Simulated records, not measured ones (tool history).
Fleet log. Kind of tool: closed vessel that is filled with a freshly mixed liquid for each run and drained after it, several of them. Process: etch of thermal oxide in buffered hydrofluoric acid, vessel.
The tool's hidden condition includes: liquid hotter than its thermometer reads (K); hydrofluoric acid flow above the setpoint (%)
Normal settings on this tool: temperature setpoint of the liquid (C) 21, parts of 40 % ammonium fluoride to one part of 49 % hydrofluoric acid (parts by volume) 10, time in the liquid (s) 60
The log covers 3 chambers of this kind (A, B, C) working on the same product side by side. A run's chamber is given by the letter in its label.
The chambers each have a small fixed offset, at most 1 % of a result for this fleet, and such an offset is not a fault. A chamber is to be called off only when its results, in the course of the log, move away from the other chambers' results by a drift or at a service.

run,hour,temperature setpoint of the liquid (C),parts of 40 % ammonium fluoride to one part of 49 % hydrofluoric acid (parts by volume),time in the liquid (s),hours since the thermometer was replaced,hours since the hydrofluoric acid flow meter was replaced,"read-back film thickness of the thermal oxide reference wafer, read on the same gauge (nm)",thickness taken off the thermal oxide on a monitor wafer (Å)
1C,3.4,21,10,60,841.9,1110.6,119.98,579.28
2A,6.6,21,10,60,1443.1,694.8,119.99,586.84
3B,9.1,21,10,60,149.1,606.3,120.02,571.74
4B,11.6,21,10,60,151.6,608.8,119.99,576.86
5A,15.8,21,10,60,1452.3,704.0,120.02,581.24
6C,18.4,21,10,60,856.9,1125.6,119.98,570.47
7A,20.9,21,10,60,1457.4,709.1,119.98,576.30
8B,24.7,21,10,60,164.7,621.9,119.99,568.59
9C,28.0,21,10,60,866.5,1135.2,120.04,572.56
10B,32.4,21,10,60,172.4,629.6,120.01,572.58
11A,34.6,21,10,60,1471.1,722.8,120.01,585.94
12C,38.2,21,10,60,876.7,1145.4,120.00,571.94
13A,41.8,21,10,60,1478.3,730.0,120.02,589.45
14C,44.4,21,10,60,882.9,1151.6,119.98,575.84
15B,48.4,21,10,60,188.4,645.6,120.02,566.17
16C,51.4,21,10,60,889.9,1158.6,120.03,577.75
17A,54.4,21,14,40,1490.9,742.6,119.98,284.91
18B,58.2,21,14,40,198.2,655.4,119.98,277.79
19B,61.5,21,14,40,201.5,658.7,119.99,276.77
20A,66.4,21,10,60,1502.9,754.6,120.02,597.38
21C,70.9,21,10,60,909.4,1178.1,119.99,574.03
22C,75.1,21,10,60,913.6,1182.3,119.98,577.15
23A,78.6,21,10,60,1515.1,766.8,120.01,606.11
24B,82.5,21,10,60,222.5,679.7,120.00,575.83
25B,85.7,21,10,60,225.7,682.9,120.03,573.58
26A,90.2,21,10,30,1526.7,778.4,119.99,306.09
27C,95.0,21,10,30,933.5,1202.2,120.02,289.14
28A,99.1,21,10,30,1535.6,787.3,120.00,305.95
29C,101.6,21,10,60,940.1,1208.8,119.97,571.13
30B,104.3,21,10,60,244.3,701.5,119.96,572.75
31C,109.2,21,10,60,947.7,1216.4,120.00,581.22
32A,113.5,21,10,60,1550.0,801.7,120.00,623.53
33B,116.5,21,10,60,256.5,713.7,119.99,580.38
34A,118.7,21,10,60,1555.2,806.9,119.99,625.64
35C,121.7,21,10,60,960.2,1228.9,120.01,569.64
36B,124.7,21,10,60,264.7,721.9,120.00,578.45

All chambers now run identical settings, listed one chamber a line with results as question marks. What results will each chamber show?
37A,128.3,21,10,60,,,,?
37B,128.3,21,10,60,,,,?
37C,128.3,21,10,60,,,,?

run,thickness taken off the thermal oxide on a monitor wafer (Å)
37A,622.50
37B,573.90
37C,581.03
